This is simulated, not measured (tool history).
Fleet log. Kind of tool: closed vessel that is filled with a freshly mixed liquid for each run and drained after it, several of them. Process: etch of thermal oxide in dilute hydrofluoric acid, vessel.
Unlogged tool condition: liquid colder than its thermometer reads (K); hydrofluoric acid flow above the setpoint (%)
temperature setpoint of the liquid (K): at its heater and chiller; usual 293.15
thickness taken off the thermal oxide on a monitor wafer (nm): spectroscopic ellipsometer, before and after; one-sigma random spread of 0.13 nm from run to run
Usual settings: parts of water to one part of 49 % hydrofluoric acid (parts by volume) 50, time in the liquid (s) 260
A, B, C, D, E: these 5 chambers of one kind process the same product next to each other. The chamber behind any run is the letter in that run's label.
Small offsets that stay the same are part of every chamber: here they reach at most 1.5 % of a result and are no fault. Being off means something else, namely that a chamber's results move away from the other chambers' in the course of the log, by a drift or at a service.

run	day	temperature setpoint of the liquid (K)	parts of water to one part of 49 % hydrofluoric acid (parts by volume)	time in the liquid (s)	hours since the thermometer was replaced	hours since the hydrofluoric acid flow meter was replaced	read-back film thickness of the thermal oxide reference wafer, read on the same gauge (nm)	thickness taken off the thermal oxide on a monitor wafer (nm)
1B	0.542	293.15	50	260	2459.5	37.1	140	23.056
2E	1.117	293.15	50	260	517.2	402.5	139.99	23.225
3D	1.533	293.15	50	260	258.8	1308.5	140.02	22.815
# day 1.725: chamber A: thermometer replaced
4C	1.979	293.15	50	260	245.6	391.3	139.98	23.164
5A	2.392	293.15	50	260	16	510.1	140.01	22.751
6C	2.871	293.15	50	260	267	412.7	140.03	23.164
7B	3.171	293.15	50	260	2522.6	100.2	140.04	23.147
8E	3.712	290.15	50	400	579.5	464.8	140	31.521
9D	4.025	290.15	50	400	318.6	1368.3	139.97	31.035
10A	4.55	290.15	50	400	67.8	561.9	139.97	30.797
11C	4.9	290.15	50	400	315.7	461.4	139.98	31.098
12A	5.208	290.15	50	400	83.6	577.7	140.01	30.77
13B	5.558	293.15	50	260	2579.9	157.5	140.01	22.904
14D	5.929	293.15	50	260	364.3	1414	139.98	22.952
# day 6.317: chamber B: thermometer replaced
15E	6.408	293.15	50	260	644.2	529.5	139.99	23.08
16E	6.671	293.15	50	260	650.5	535.8	139.95	23.533
17D	6.946	296.65	40	260	388.7	1438.4	139.98	33.518
18A	7.333	296.65	40	260	134.6	628.7	140.02	33.485
19C	7.646	296.65	40	260	381.6	527.3	140	34.267
20B	8.225	296.65	40	260	45.8	221.5	140.04	33.852
21A	8.588	296.65	40	260	164.7	658.8	140.02	33.385
22B	9.117	293.15	50	260	67.2	242.9	140.01	23.272
23D	9.562	293.15	50	260	451.5	1501.2	140.02	22.864
24E	10.092	293.15	50	260	732.6	617.9	140.02	23.035
25C	10.546	293.15	50	260	451.2	596.9	140.01	23.059
26B	11.025	293.15	50	260	113	288.7	140.01	22.873
27C	11.275	293.15	50	260	468.7	614.4	140.01	23.003
28A	11.688	293.15	50	260	239.1	733.2	140.01	22.966
29D	12.025	293.15	50	260	510.6	1560.3	140	22.639
30E	12.55	293.15	50	260	791.6	676.9	140.04	23.226
31D	12.817	293.15	50	260	529.6	1579.3	140.04	22.651
32E	13.288	293.15	50	260	809.3	694.6	139.99	23.205

Each of the 5 chambers runs these same settings next. Fill in every chamber's results:
33A	13.704	293.15	50	260				?
33B	13.704	293.15	50	260				?
33C	13.704	293.15	50	260				?
33D	13.704	293.15	50	260				?
33E	13.704	293.15	50	260				?

run	thickness taken off the thermal oxide on a monitor wafer (nm)
33A	23
33B	22.903
33C	23.205
33D	23.06
33E	23.055
